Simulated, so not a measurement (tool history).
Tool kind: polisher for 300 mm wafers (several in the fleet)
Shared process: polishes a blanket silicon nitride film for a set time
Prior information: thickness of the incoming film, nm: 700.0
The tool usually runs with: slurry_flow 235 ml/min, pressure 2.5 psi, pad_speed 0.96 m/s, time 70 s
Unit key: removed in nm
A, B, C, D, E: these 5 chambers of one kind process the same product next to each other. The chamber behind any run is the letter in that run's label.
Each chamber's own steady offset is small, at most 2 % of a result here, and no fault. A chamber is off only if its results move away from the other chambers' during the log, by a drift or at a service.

{"hour": 4.2, "done": "chamber E: worn pad replaced by a new one"}
{"run": "1C", "hour": 9.6, "slurry_flow": 235, "pressure": 2.5, "pad_speed": 0.96, "time": 70, "removed": 89.939}
{"hour": 11.1, "done": "chamber E: head pressure recalibrated"}
{"run": "2A", "hour": 16.9, "slurry_flow": 235, "pressure": 2.5, "pad_speed": 0.96, "time": 70, "removed": 88.803}
{"hour": 22.4, "done": "chamber C: head pressure recalibrated"}
{"hour": 23.3, "done": "chamber A: worn pad replaced by a new one"}
{"hour": 27.1, "done": "chamber B: head pressure recalibrated"}
{"run": "3D", "hour": 30.2, "slurry_flow": 235, "pressure": 2.5, "pad_speed": 0.96, "time": 70, "removed": 87.47}
{"hour": 35.2, "done": "chamber C: worn pad replaced by a new one"}
{"run": "4E", "hour": 38.3, "slurry_flow": 235, "pressure": 2.5, "pad_speed": 0.96, "time": 70, "removed": 88.494}
{"run": "5B", "hour": 45.5, "slurry_flow": 235, "pressure": 2.5, "pad_speed": 0.96, "time": 70, "removed": 88.476}
{"hour": 49.9, "done": "chamber D: worn pad replaced by a new one"}
{"run": "6D", "hour": 55.8, "slurry_flow": 235, "pressure": 2.5, "pad_speed": 0.96, "time": 70, "removed": 88.23}
{"run": "7C", "hour": 61.9, "slurry_flow": 235, "pressure": 2.5, "pad_speed": 0.96, "time": 70, "removed": 90.276}
{"hour": 62.5, "done": "chamber A: head pressure recalibrated"}
{"hour": 70.2, "done": "chamber E: worn pad replaced by a new one"}
{"run": "8E", "hour": 71.5, "slurry_flow": 235, "pressure": 2.5, "pad_speed": 0.96, "time": 70, "removed": 86.795}
{"run": "9A", "hour": 77.3, "slurry_flow": 235, "pressure": 2.9, "pad_speed": 0.96, "time": 83, "removed": 122.38}
{"run": "10B", "hour": 90.0, "slurry_flow": 235, "pressure": 2.9, "pad_speed": 0.96, "time": 83, "removed": 120.83}
{"run": "11A", "hour": 99.9, "slurry_flow": 235, "pressure": 2.9, "pad_speed": 0.96, "time": 83, "removed": 120.63}
{"hour": 110.2, "done": "chamber A: worn pad replaced by a new one"}
{"hour": 112.7, "done": "chamber A: slurry nozzle cleaned"}
{"run": "12E", "hour": 113.0, "slurry_flow": 235, "pressure": 2.9, "pad_speed": 0.96, "time": 83, "removed": 122.76}
{"hour": 119.7, "done": "chamber C: worn pad replaced by a new one"}
{"hour": 125.4, "done": "chamber D: worn pad replaced by a new one"}
{"run": "13D", "hour": 125.4, "slurry_flow": 235, "pressure": 2.9, "pad_speed": 0.96, "time": 83, "removed": 122.23}
{"hour": 128.8, "done": "chamber C: slurry nozzle cleaned"}
{"run": "14C", "hour": 138.7, "slurry_flow": 235, "pressure": 2.5, "pad_speed": 1.2, "time": 48, "removed": 73.91}
{"hour": 144.3, "done": "chamber E: worn pad replaced by a new one"}
{"run": "15B", "hour": 151.4, "slurry_flow": 235, "pressure": 2.5, "pad_speed": 1.2, "time": 48, "removed": 70.611}
{"run": "16B", "hour": 158.7, "slurry_flow": 235, "pressure": 2.5, "pad_speed": 1.2, "time": 48, "removed": 71.569}
{"run": "17E", "hour": 166.2, "slurry_flow": 235, "pressure": 2.5, "pad_speed": 1.2, "time": 48, "removed": 73.204}
{"run": "18D", "hour": 177.9, "slurry_flow": 235, "pressure": 2.5, "pad_speed": 1.2, "time": 48, "removed": 72.477}
{"hour": 189.1, "done": "chamber D: worn pad replaced by a new one"}
{"run": "19C", "hour": 190.7, "slurry_flow": 235, "pressure": 2.5, "pad_speed": 0.96, "time": 70, "removed": 90.54}
{"run": "20A", "hour": 199.2, "slurry_flow": 235, "pressure": 2.5, "pad_speed": 0.96, "time": 70, "removed": 89.692}
{"hour": 200.0, "done": "chamber A: worn pad replaced by a new one"}
{"run": "21B", "hour": 212.0, "slurry_flow": 285, "pressure": 2.5, "pad_speed": 0.96, "time": 62, "removed": 77.964}
{"hour": 213.1, "done": "chamber E: worn pad replaced by a new one"}
{"hour": 221.3, "done": "chamber C: worn pad replaced by a new one"}
{"run": "22C", "hour": 222.8, "slurry_flow": 285, "pressure": 2.5, "pad_speed": 0.96, "time": 62, "removed": 81.074}
{"run": "23A", "hour": 233.1, "slurry_flow": 285, "pressure": 2.5, "pad_speed": 0.96, "time": 62, "removed": 79.42}
{"hour": 239.4, "done": "chamber B: slurry nozzle cleaned"}
{"run": "24E", "hour": 239.6, "slurry_flow": 285, "pressure": 2.5, "pad_speed": 0.96, "time": 62, "removed": 79.763}
{"run": "25D", "hour": 245.8, "slurry_flow": 285, "pressure": 2.5, "pad_speed": 0.96, "time": 62, "removed": 79.248}
{"run": "26E", "hour": 256.8, "slurry_flow": 275, "pressure": 2.5, "pad_speed": 0.96, "time": 70, "removed": 89.514}
{"run": "27D", "hour": 263.5, "slurry_flow": 275, "pressure": 2.5, "pad_speed": 0.96, "time": 70, "removed": 87.819}
{"hour": 267.2, "done": "chamber D: worn pad replaced by a new one"}
{"run": "28B", "hour": 273.4, "slurry_flow": 275, "pressure": 2.5, "pad_speed": 0.96, "time": 70, "removed": 86.121}
{"run": "29A", "hour": 283.7, "slurry_flow": 275, "pressure": 2.5, "pad_speed": 0.96, "time": 70, "removed": 90.222}
{"hour": 287.0, "done": "chamber E: worn pad replaced by a new one"}
{"run": "30C", "hour": 290.8, "slurry_flow": 275, "pressure": 2.5, "pad_speed": 0.96, "time": 70, "removed": 93.169}
{"hour": 298.5, "done": "chamber A: worn pad replaced by a new one"}
{"run": "31C", "hour": 300.4, "slurry_flow": 235, "pressure": 2.5, "pad_speed": 0.96, "time": 70, "removed": 91.014}
{"run": "32A", "hour": 306.4, "slurry_flow": 235, "pressure": 2.5, "pad_speed": 0.96, "time": 70, "removed": 89.121}
{"hour": 308.8, "done": "chamber C: worn pad replaced by a new one"}
{"run": "33E", "hour": 316.6, "slurry_flow": 235, "pressure": 2.5, "pad_speed": 0.96, "time": 70, "removed": 88.285}
{"run": "34D", "hour": 325.1, "slurry_flow": 235, "pressure": 2.5, "pad_speed": 1.28, "time": 48, "removed": 75.588}
{"hour": 329.4, "done": "chamber D: worn pad replaced by a new one"}
{"run": "35B", "hour": 333.8, "slurry_flow": 235, "pressure": 2.5, "pad_speed": 1.28, "time": 48, "removed": 71.235}
{"run": "36C", "hour": 340.6, "slurry_flow": 235, "pressure": 2.5, "pad_speed": 1.28, "time": 48, "removed": 78.396}
{"run": "37A", "hour": 346.8, "slurry_flow": 235, "pressure": 2.5, "pad_speed": 1.28, "time": 48, "removed": 76.102}
{"run": "38D", "hour": 354.3, "slurry_flow": 235, "pressure": 2.5, "pad_speed": 1.28, "time": 48, "removed": 77.062}

Read the log: is a single chamber off, either drifting away or since a service, is the gauge that measures every chamber drifting, or is nothing wrong beyond small per-chamber offsets? Name any odd chamber and what most likely caused it.

One chamber, B, drifts off from the rest bit by bit.
Likeliest cause: removal rate lost through wear of the pad, % = 5.61.
From this log alone, it may not be told apart from: head's pressure below its setpoint, %.

Below are 4 candidate recipes for chamber B's next run, each the usual settings with a change, their results shown as question marks. Which of them brings B's results back in line with what the other chambers give on the usual settings?
In-line tolerance around the mean of the other chambers on the usual settings: removed 2.1 nm
{"run": "39B-1", "hour": 364.0, "slurry_flow": 235, "pressure": 2.5, "pad_speed": 0.96, "time": 71, "removed": "?"}
{"run": "39B-2", "hour": 364.0, "slurry_flow": 235, "pressure": 2.5, "pad_speed": 0.96, "time": 69, "removed": "?"}
{"run": "39B-3", "hour": 364.0, "slurry_flow": 235, "pressure": 2.5, "pad_speed": 0.88, "time": 70, "removed": "?"}
{"run": "39B-4", "hour": 364.0, "slurry_flow": 235, "pressure": 2.5, "pad_speed": 0.96, "time": 74, "removed": "?"}

The mean the other chambers reach with the usual settings: removed 88.805 nm
run=39B-1 removed=84.542
run=39B-2 removed=82.161
run=39B-3 removed=77.832
run=39B-4 removed=88.114
39B-4 is the one that brings the chamber's results back in line with the other chambers.

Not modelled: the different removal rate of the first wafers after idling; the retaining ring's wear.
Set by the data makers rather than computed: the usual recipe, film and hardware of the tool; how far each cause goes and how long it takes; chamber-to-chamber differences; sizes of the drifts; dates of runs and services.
